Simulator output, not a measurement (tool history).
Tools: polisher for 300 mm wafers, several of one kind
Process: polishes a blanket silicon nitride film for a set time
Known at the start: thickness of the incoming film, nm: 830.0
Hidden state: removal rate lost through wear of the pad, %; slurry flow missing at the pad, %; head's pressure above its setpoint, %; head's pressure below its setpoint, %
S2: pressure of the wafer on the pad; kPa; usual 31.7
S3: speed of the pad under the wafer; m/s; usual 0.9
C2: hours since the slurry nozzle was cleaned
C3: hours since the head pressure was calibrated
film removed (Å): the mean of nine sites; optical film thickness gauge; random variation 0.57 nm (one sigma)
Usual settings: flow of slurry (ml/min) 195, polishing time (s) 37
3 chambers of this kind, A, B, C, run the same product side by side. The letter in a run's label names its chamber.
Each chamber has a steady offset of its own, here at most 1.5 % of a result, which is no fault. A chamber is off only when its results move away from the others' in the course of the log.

Run 1A, hour 13.2: usual settings; wafers polished on this pad 498; C2 161.8; C3 405.9. Result: film removed (Å) 707.55.
Run 2C, hour 28.0: usual settings; wafers polished on this pad 1013; C2 434.9; C3 496.5. Result: film removed (Å) 705.45.
At hour 29.5: chamber C: worn pad replaced by a new one.
At hour 35.8: chamber B: worn pad replaced by a new one.
Run 3B, hour 36.7: usual settings; wafers polished on this pad 10; C2 653.7; C3 580.9. Result: film removed (Å) 719.13.
Run 4C, hour 46.0: usual settings; wafers polished on this pad 183; C2 452.9; C3 514.5. Result: film removed (Å) 704.95.
Run 5B, hour 59.9: usual settings; wafers polished on this pad 267; C2 676.9; C3 604.1. Result: film removed (Å) 720.18.
At hour 64.5: chamber A: worn pad replaced by a new one.
Run 6A, hour 68.1: usual settings; wafers polished on this pad 40; C2 216.7; C3 460.8. Result: film removed (Å) 711.28.
Run 7B, hour 84.1: usual settings; wafers polished on this pad 535; C2 701.1; C3 628.3. Result: film removed (Å) 717.24.
At hour 90.3: chamber B: slurry nozzle cleaned.
Run 8A, hour 92.8: usual settings; wafers polished on this pad 314; C2 241.4; C3 485.5. Result: film removed (Å) 702.52.
Run 9C, hour 100.6: usual settings; wafers polished on this pad 788; C2 507.5; C3 569.1. Result: film removed (Å) 703.19.
Run 10C, hour 113.0: usual settings; wafers polished on this pad 925; C2 519.9; C3 581.5. Result: film removed (Å) 693.35.
At hour 120.7: chamber C: worn pad replaced by a new one.
Run 11A, hour 125.8: usual settings but flow of slurry (ml/min) 155; wafers polished on this pad 679; C2 274.4; C3 518.5. Result: film removed (Å) 678.50.
At hour 128.9: chamber B: worn pad replaced by a new one.
Run 12B, hour 138.9: usual settings but flow of slurry (ml/min) 155; wafers polished on this pad 111; C2 48.7; C3 683.1. Result: film removed (Å) 688.16.
At hour 142.5: chamber A: worn pad replaced by a new one.
Run 13A, hour 147.9: usual settings but flow of slurry (ml/min) 155; wafers polished on this pad 60; C2 296.5; C3 540.6. Result: film removed (Å) 676.24.
Run 14B, hour 160.7: usual settings but S2 22.8 kPa, polishing time (s) 28; wafers polished on this pad 352; C2 70.5; C3 704.9. Result: film removed (Å) 395.36.
At hour 162.7: chamber A: slurry nozzle cleaned.
Run 15C, hour 173.1: usual settings but S2 22.8 kPa, polishing time (s) 28; wafers polished on this pad 581; C2 580.0; C3 641.6. Result: film removed (Å) 377.73.
Run 16B, hour 188.0: usual settings but S2 22.8 kPa, polishing time (s) 28; wafers polished on this pad 655; C2 97.8; C3 732.2. Result: film removed (Å) 387.14.
Run 17A, hour 199.9: usual settings; wafers polished on this pad 636; C2 37.2; C3 592.6. Result: film removed (Å) 704.71.
At hour 208.0: chamber C: worn pad replaced by a new one.
At hour 210.5: chamber B: worn pad replaced by a new one.
Run 18C, hour 214.1: usual settings; wafers polished on this pad 68; C2 621.0; C3 682.6. Result: film removed (Å) 696.54.
Run 19C, hour 228.9: usual settings; wafers polished on this pad 232; C2 635.8; C3 697.4. Result: film removed (Å) 693.77.
At hour 231.7: chamber A: worn pad replaced by a new one.
Run 20B, hour 237.9: usual settings; wafers polished on this pad 304; C2 147.7; C3 782.1. Result: film removed (Å) 722.89.
Run 21A, hour 253.6: usual settings; wafers polished on this pad 243; C2 90.9; C3 646.3. Result: film removed (Å) 703.52.
Run 22A, hour 261.3: usual settings; wafers polished on this pad 329; C2 98.6; C3 654.0. Result: film removed (Å) 709.57.
Run 23B, hour 275.0: usual settings; wafers polished on this pad 715; C2 184.8; C3 819.2. Result: film removed (Å) 721.88.
At hour 286.7: chamber C: worn pad replaced by a new one.
Run 24C, hour 286.8: usual settings; wafers polished on this pad 1; C2 693.7; C3 755.3. Result: film removed (Å) 684.64.
Run 25C, hour 302.0: usual settings; wafers polished on this pad 169; C2 708.9; C3 770.5. Result: film removed (Å) 693.00.
At hour 305.3: chamber A: worn pad replaced by a new one.
At hour 306.4: chamber B: worn pad replaced by a new one.
Run 26A, hour 317.8: usual settings; wafers polished on this pad 139; C2 155.1; C3 710.5. Result: film removed (Å) 697.01.
Run 27B, hour 331.5: usual settings; wafers polished on this pad 278; C2 241.3; C3 875.7. Result: film removed (Å) 718.89.
Run 28A, hour 347.6: usual settings; wafers polished on this pad 469; C2 184.9; C3 740.3. Result: film removed (Å) 699.25.
Run 29C, hour 357.8: usual settings; wafers polished on this pad 787; C2 764.7; C3 826.3. Result: film removed (Å) 683.17.
At hour 363.4: chamber C: worn pad replaced by a new one.
Run 30B, hour 367.4: usual settings; wafers polished on this pad 676; C2 277.2; C3 911.6. Result: film removed (Å) 708.61.
Run 31B, hour 380.1: usual settings; wafers polished on this pad 816; C2 289.9; C3 924.3. Result: film removed (Å) 722.19.
Run 32A, hour 388.8: usual settings; wafers polished on this pad 926; C2 226.1; C3 781.5. Result: film removed (Å) 702.25.
At hour 394.2: chamber B: worn pad replaced by a new one.
At hour 395.6: chamber A: worn pad replaced by a new one.
Run 33C, hour 396.1: usual settings; wafers polished on this pad 362; C2 803.0; C3 864.6. Result: film removed (Å) 670.22.
Run 34B, hour 408.0: usual settings; wafers polished on this pad 153; C2 317.8; C3 952.2. Result: film removed (Å) 719.17.
Run 35A, hour 421.0: usual settings; wafers polished on this pad 281; C2 258.3; C3 813.7. Result: film removed (Å) 702.16.

Is one chamber off against the others, does the gauge drift, or is nothing wrong? If a chamber is off, say which, and what the likeliest cause is.

Chamber C drifts away from the others.
Cause: head's pressure below its setpoint, % = 4.49.
The log may not tell that from: slurry flow missing at the pad, %.

Here are 4 candidates for chamber C's next run, each the usual settings with a change, their results left as question marks. Which one brings its results back in line with what the others give on the usual settings?
In line means no further than this from the other chambers' mean on the usual settings: film removed (Å) 20.00
Run 36C-1, hour 432.7: usual settings but S2 33.1 kPa, polishing time (s) 39. Result: film removed (Å) ?.
Run 36C-2, hour 432.7: usual settings but S2 29.6 kPa, S3 0.86 m/s. Result: film removed (Å) ?.
Run 36C-3, hour 432.7: usual settings but S2 31.0 kPa, polishing time (s) 36. Result: film removed (Å) ?.
Run 36C-4, hour 432.7: usual settings but polishing time (s) 39. Result: film removed (Å) ?.

The other chambers' mean on the usual settings: film removed (Å) 709.01
  run  film removed (Å)
36C-1            741.09
36C-2            607.21
36C-3            641.04
36C-4            710.00
36C-4 brings the chamber back in line.

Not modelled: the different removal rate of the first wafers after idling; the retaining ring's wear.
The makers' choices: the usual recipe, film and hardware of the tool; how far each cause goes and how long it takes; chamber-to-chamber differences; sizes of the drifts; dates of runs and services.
